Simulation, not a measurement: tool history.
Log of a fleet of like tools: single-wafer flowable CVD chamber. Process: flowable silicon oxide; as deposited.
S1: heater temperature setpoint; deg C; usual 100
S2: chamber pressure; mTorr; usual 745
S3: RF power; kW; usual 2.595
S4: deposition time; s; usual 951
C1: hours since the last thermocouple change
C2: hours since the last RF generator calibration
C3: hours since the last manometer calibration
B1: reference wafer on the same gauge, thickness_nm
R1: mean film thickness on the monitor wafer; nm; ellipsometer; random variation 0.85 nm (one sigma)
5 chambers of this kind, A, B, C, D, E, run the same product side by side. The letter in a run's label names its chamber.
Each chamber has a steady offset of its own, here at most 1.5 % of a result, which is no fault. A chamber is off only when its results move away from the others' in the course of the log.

| run | day | S1 | S2 | S3 | S4 | C1 | C2 | C3 | B1 | R1 |
|---|---|---|---|---|---|---|---|---|---|---|
| 1D | 0.458 | 100 | 745 | 2.595 | 951 | 1611.0 | 1447.3 | 1790.9 | 479.03 | 552.87 |
| 2E | 0.996 | 100 | 745 | 2.595 | 951 | 1589.5 | 2148.3 | 148.6 | 478.95 | 552.63 |
| 3A | 1.362 | 100 | 745 | 2.595 | 951 | 363.0 | 932.6 | 1058.6 | 479.23 | 547.57 |
| 4C | 1.850 | 100 | 745 | 2.595 | 951 | 924.9 | 1273.1 | 801.1 | 479.27 | 552.35 |
| 5B | 2.262 | 100 | 745 | 2.345 | 951 | 174.5 | 1012.7 | 423.1 | 479.33 | 536.68 |
| 6C | 2.708 | 100 | 745 | 2.345 | 951 | 945.5 | 1293.7 | 821.7 | 479.40 | 543.37 |
| 7A | 2.983 | 100 | 745 | 2.345 | 951 | 401.9 | 971.5 | 1097.5 | 479.58 | 539.55 |
| 8E | 3.604 | 100 | 745 | 2.345 | 951 | 1652.1 | 2210.9 | 211.2 | 479.55 | 545.68 |
| 9B | 3.971 | 100 | 745 | 2.345 | 951 | 215.5 | 1053.7 | 464.1 | 479.79 | 536.76 |
| 10D | 4.512 | 100 | 745 | 2.595 | 951 | 1708.3 | 1544.6 | 1888.2 | 479.63 | 554.04 |
|  | 4.538 | chamber C: RF generator calibrated |
| 11D | 4.867 | 100 | 745 | 2.595 | 951 | 1716.8 | 1553.1 | 1896.7 | 479.95 | 554.73 |
| 12E | 5.396 | 100 | 745 | 2.595 | 951 | 1695.1 | 2253.9 | 254.2 | 479.76 | 552.11 |
| 13B | 5.717 | 100 | 745 | 2.595 | 951 | 257.4 | 1095.6 | 506.0 | 480.13 | 545.19 |
| 14A | 6.067 | 100 | 745 | 2.595 | 951 | 475.9 | 1045.5 | 1171.5 | 480.10 | 548.16 |
| 15C | 6.521 | 100 | 745 | 2.595 | 951 | 1037.0 | 47.7 | 913.2 | 479.89 | 553.29 |
| 16E | 6.971 | 100 | 745 | 2.595 | 951 | 1732.9 | 2291.7 | 292.0 | 480.17 | 554.61 |
|  | 7.271 | chamber D: RF generator calibrated |
| 17D | 7.508 | 100 | 745 | 2.595 | 951 | 1780.2 | 5.7 | 1960.1 | 480.22 | 553.44 |
| 18C | 7.917 | 100 | 745 | 2.595 | 951 | 1070.5 | 81.2 | 946.7 | 480.38 | 553.63 |
| 19B | 8.429 | 100 | 745 | 2.595 | 951 | 322.5 | 1160.7 | 571.1 | 480.23 | 544.32 |
| 20A | 9.042 | 100 | 745 | 2.595 | 951 | 547.3 | 1116.9 | 1242.9 | 480.46 | 549.72 |
| 21E | 9.446 | 100 | 745 | 2.595 | 951 | 1792.3 | 2351.1 | 351.4 | 480.55 | 553.25 |
| 22C | 10.075 | 100 | 745 | 2.595 | 951 | 1122.3 | 133.0 | 998.5 | 480.56 | 552.08 |
|  | 10.488 | chamber A: capacitance manometer re-zeroed and calibrated |
| 23B | 10.596 | 100 | 745 | 2.595 | 951 | 374.5 | 1212.7 | 623.1 | 480.66 | 546.33 |
|  | 10.829 | chamber D: capacitance manometer re-zeroed and calibrated |
| 24A | 10.983 | 100 | 745 | 2.595 | 951 | 593.9 | 1163.5 | 12.0 | 480.83 | 549.04 |
| 25D | 11.254 | 100 | 745 | 2.595 | 951 | 1870.1 | 95.6 | 10.3 | 480.62 | 555.44 |
| 26A | 11.750 | 100 | 745 | 2.595 | 951 | 612.3 | 1181.9 | 30.4 | 480.93 | 548.47 |
|  | 12.117 | chamber C: capacitance manometer re-zeroed and calibrated |
| 27C | 12.188 | 100 | 745 | 2.595 | 951 | 1173.0 | 183.7 | 1.8 | 480.96 | 553.68 |
| 28D | 12.800 | 100 | 745 | 2.595 | 951 | 1907.2 | 132.7 | 47.4 | 481.08 | 555.37 |
| 29E | 13.083 | 100 | 745 | 2.595 | 951 | 1879.6 | 2438.4 | 438.7 | 481.16 | 555.79 |
| 30B | 13.379 | 100 | 745 | 2.595 | 1096 | 441.3 | 1279.5 | 689.9 | 481.15 | 629.70 |
| 31B | 13.938 | 100 | 745 | 2.595 | 1096 | 454.7 | 1292.9 | 703.3 | 481.11 | 629.40 |
| 32D | 14.212 | 100 | 745 | 2.595 | 1096 | 1941.1 | 166.6 | 81.3 | 481.30 | 639.61 |
| 33A | 14.604 | 100 | 745 | 2.595 | 1096 | 680.8 | 1250.4 | 98.9 | 481.45 | 633.60 |
| 34C | 15.096 | 100 | 745 | 2.595 | 1096 | 1242.8 | 253.5 | 71.6 | 481.22 | 638.85 |
| 35E | 15.629 | 100 | 745 | 2.595 | 951 | 1940.7 | 2499.5 | 499.8 | 481.35 | 556.19 |
| 36C | 16.238 | 100 | 745 | 2.595 | 951 | 1270.2 | 280.9 | 99.0 | 481.56 | 552.67 |
| 37B | 16.638 | 100 | 745 | 2.595 | 951 | 519.5 | 1357.7 | 768.1 | 481.50 | 546.20 |
| 38E | 17.154 | 100 | 745 | 2.595 | 951 | 1977.3 | 2536.1 | 536.4 | 481.59 | 555.18 |
| 39A | 17.554 | 100 | 745 | 2.100 | 951 | 751.6 | 1321.2 | 169.7 | 481.82 | 532.51 |
| 40D | 18.050 | 100 | 745 | 2.100 | 951 | 2033.2 | 258.7 | 173.4 | 481.87 | 539.42 |
| 41C | 18.446 | 100 | 745 | 2.100 | 951 | 1323.2 | 333.9 | 152.0 | 481.71 | 536.24 |
| 42A | 19.004 | 100 | 745 | 2.100 | 951 | 786.4 | 1356.0 | 204.5 | 482.01 | 533.28 |

Is one chamber off against the others, does the gauge drift, or is nothing wrong? If a chamber is off, say which, and what the likeliest cause is.

The gauge drifts, so all chambers seem to drift together. No chamber is off.
Cause: gauge reads high (%) = 0.632.
